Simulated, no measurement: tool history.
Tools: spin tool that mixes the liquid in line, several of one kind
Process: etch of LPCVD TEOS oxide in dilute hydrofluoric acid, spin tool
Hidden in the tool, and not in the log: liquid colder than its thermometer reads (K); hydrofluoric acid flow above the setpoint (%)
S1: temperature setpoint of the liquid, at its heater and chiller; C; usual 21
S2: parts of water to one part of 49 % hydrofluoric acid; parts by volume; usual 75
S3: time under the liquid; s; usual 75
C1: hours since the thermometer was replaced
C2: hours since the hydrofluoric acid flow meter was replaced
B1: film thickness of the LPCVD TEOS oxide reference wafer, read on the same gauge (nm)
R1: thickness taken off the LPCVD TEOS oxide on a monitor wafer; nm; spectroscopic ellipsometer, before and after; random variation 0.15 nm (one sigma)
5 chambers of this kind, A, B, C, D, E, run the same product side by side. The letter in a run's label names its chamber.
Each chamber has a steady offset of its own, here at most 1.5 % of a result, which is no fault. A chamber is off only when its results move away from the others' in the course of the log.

{"run": "1D", "hour": 9.6, "S1": 21, "S2": 75, "S3": 75, "C1": 944.7, "C2": 1983.1, "B1": 90.009, "R1": 19.014}
{"run": "2B", "hour": 19.9, "S1": 21, "S2": 75, "S3": 75, "C1": 831.9, "C2": 150.3, "B1": 89.996, "R1": 18.902}
{"run": "3A", "hour": 30.6, "S1": 21, "S2": 75, "S3": 75, "C1": 257, "C2": 59.5, "B1": 89.997, "R1": 18.832}
{"run": "4E", "hour": 36.7, "S1": 21, "S2": 75, "S3": 75, "C1": 587.2, "C2": 524.2, "B1": 89.996, "R1": 19.015}
{"run": "5C", "hour": 47.6, "S1": 21, "S2": 75, "S3": 75, "C1": 557.1, "C2": 1142.4, "B1": 90.003, "R1": 18.959}
{"run": "6A", "hour": 56.0, "S1": 18, "S2": 75, "S3": 75, "C1": 282.4, "C2": 84.9, "B1": 89.999, "R1": 16.786}
{"run": "7E", "hour": 69.0, "S1": 18, "S2": 75, "S3": 75, "C1": 619.5, "C2": 556.5, "B1": 90.027, "R1": 16.783}
{"run": "8B", "hour": 75.0, "S1": 18, "S2": 75, "S3": 75, "C1": 887, "C2": 205.4, "B1": 90.001, "R1": 16.519}
{"run": "9D", "hour": 82.3, "S1": 18, "S2": 75, "S3": 75, "C1": 1017.4, "C2": 2055.8, "B1": 89.978, "R1": 16.548}
{"run": "10C", "hour": 88.3, "S1": 18, "S2": 75, "S3": 75, "C1": 597.8, "C2": 1183.1, "B1": 89.978, "R1": 16.851}
{"run": "11C", "hour": 101.2, "S1": 21, "S2": 75, "S3": 75, "C1": 610.7, "C2": 1196, "B1": 90.004, "R1": 19.414}
{"run": "12B", "hour": 111.3, "S1": 21, "S2": 75, "S3": 75, "C1": 923.3, "C2": 241.7, "B1": 89.986, "R1": 18.704}
{"run": "13E", "hour": 119.9, "S1": 21, "S2": 75, "S3": 75, "C1": 670.4, "C2": 607.4, "B1": 90.005, "R1": 19.091}
{"run": "14A", "hour": 125.7, "S1": 21, "S2": 75, "S3": 75, "C1": 352.1, "C2": 154.6, "B1": 90.021, "R1": 18.846}
{"hour": 130.7, "done": "chamber D: hydrofluoric acid flow meter replaced"}
{"run": "15D", "hour": 136.2, "S1": 21, "S2": 75, "S3": 75, "C1": 1071.3, "C2": 5.5, "B1": 89.996, "R1": 19.077}
{"run": "16B", "hour": 148.9, "S1": 21, "S2": 75, "S3": 75, "C1": 960.9, "C2": 279.3, "B1": 89.989, "R1": 19.067}
{"run": "17E", "hour": 157.2, "S1": 21, "S2": 75, "S3": 75, "C1": 707.7, "C2": 644.7, "B1": 90, "R1": 18.966}
{"run": "18D", "hour": 170.1, "S1": 21, "S2": 75, "S3": 75, "C1": 1105.2, "C2": 39.4, "B1": 89.997, "R1": 19.061}
{"run": "19A", "hour": 180.9, "S1": 21, "S2": 75, "S3": 75, "C1": 407.3, "C2": 209.8, "B1": 89.992, "R1": 19.168}
{"run": "20C", "hour": 192.9, "S1": 21, "S2": 75, "S3": 75, "C1": 702.4, "C2": 1287.7, "B1": 89.995, "R1": 19.763}
{"run": "21D", "hour": 203.2, "S1": 23.5, "S2": 40, "S3": 75, "C1": 1138.3, "C2": 72.5, "B1": 89.995, "R1": 40.567}
{"run": "22C", "hour": 212.5, "S1": 23.5, "S2": 40, "S3": 75, "C1": 722, "C2": 1307.3, "B1": 90.002, "R1": 43.113}
{"run": "23E", "hour": 219.7, "S1": 23.5, "S2": 40, "S3": 75, "C1": 770.2, "C2": 707.2, "B1": 89.999, "R1": 41.705}
{"run": "24A", "hour": 225.5, "S1": 23.5, "S2": 40, "S3": 75, "C1": 451.9, "C2": 254.4, "B1": 89.974, "R1": 40.443}
{"run": "25B", "hour": 235.5, "S1": 23.5, "S2": 40, "S3": 75, "C1": 1047.5, "C2": 365.9, "B1": 89.994, "R1": 41.864}
{"run": "26B", "hour": 244.1, "S1": 21, "S2": 75, "S3": 75, "C1": 1056.1, "C2": 374.5, "B1": 89.981, "R1": 18.943}
{"run": "27C", "hour": 256.4, "S1": 21, "S2": 75, "S3": 75, "C1": 765.9, "C2": 1351.2, "B1": 89.985, "R1": 20.7}
{"run": "28D", "hour": 265.0, "S1": 21, "S2": 75, "S3": 75, "C1": 1200.1, "C2": 134.3, "B1": 90.015, "R1": 19.137}
{"run": "29E", "hour": 272.2, "S1": 21, "S2": 75, "S3": 60, "C1": 822.7, "C2": 759.7, "B1": 90.004, "R1": 15.49}
{"run": "30A", "hour": 279.0, "S1": 21, "S2": 75, "S3": 60, "C1": 505.4, "C2": 307.9, "B1": 90.002, "R1": 15.095}
{"run": "31E", "hour": 285.6, "S1": 21, "S2": 75, "S3": 60, "C1": 836.1, "C2": 773.1, "B1": 89.993, "R1": 15.274}
{"run": "32B", "hour": 294.2, "S1": 21, "S2": 75, "S3": 60, "C1": 1106.2, "C2": 424.6, "B1": 89.991, "R1": 14.887}
{"run": "33A", "hour": 301.3, "S1": 21, "S2": 75, "S3": 60, "C1": 527.7, "C2": 330.2, "B1": 89.969, "R1": 14.877}
{"run": "34D", "hour": 313.8, "S1": 21, "S2": 75, "S3": 75, "C1": 1248.9, "C2": 183.1, "B1": 89.997, "R1": 19.029}
{"run": "35C", "hour": 321.5, "S1": 21, "S2": 75, "S3": 75, "C1": 831, "C2": 1416.3, "B1": 89.993, "R1": 20.452}
{"run": "36B", "hour": 329.0, "S1": 21, "S2": 75, "S3": 75, "C1": 1141, "C2": 459.4, "B1": 89.996, "R1": 18.772}
{"run": "37E", "hour": 334.9, "S1": 21, "S2": 75, "S3": 75, "C1": 885.4, "C2": 822.4, "B1": 90.011, "R1": 18.92}
{"run": "38C", "hour": 346.9, "S1": 21, "S2": 105, "S3": 60, "C1": 856.4, "C2": 1441.7, "B1": 90.003, "R1": 11.695}
{"run": "39A", "hour": 359.6, "S1": 21, "S2": 105, "S3": 60, "C1": 586, "C2": 388.5, "B1": 90.02, "R1": 10.46}
{"run": "40D", "hour": 367.9, "S1": 21, "S2": 105, "S3": 60, "C1": 1303, "C2": 237.2, "B1": 90.016, "R1": 10.51}
{"run": "41C", "hour": 379.9, "S1": 21, "S2": 105, "S3": 60, "C1": 889.4, "C2": 1474.7, "B1": 90.02, "R1": 11.78}
{"run": "42E", "hour": 387.2, "S1": 21, "S2": 105, "S3": 60, "C1": 937.7, "C2": 874.7, "B1": 89.99, "R1": 10.401}

Next, every chamber runs the same settings. What will each give?
{"run": "43A", "hour": 396.7, "S1": 21, "S2": 75, "S3": 75, "R1": "?"}
{"run": "43B", "hour": 396.7, "S1": 21, "S2": 75, "S3": 75, "R1": "?"}
{"run": "43C", "hour": 396.7, "S1": 21, "S2": 75, "S3": 75, "R1": "?"}
{"run": "43D", "hour": 396.7, "S1": 21, "S2": 75, "S3": 75, "R1": "?"}
{"run": "43E", "hour": 396.7, "S1": 21, "S2": 75, "S3": 75, "R1": "?"}

run=43A R1=19.068
run=43B R1=18.755
run=43C R1=21.074
run=43D R1=19.046
run=43E R1=18.913

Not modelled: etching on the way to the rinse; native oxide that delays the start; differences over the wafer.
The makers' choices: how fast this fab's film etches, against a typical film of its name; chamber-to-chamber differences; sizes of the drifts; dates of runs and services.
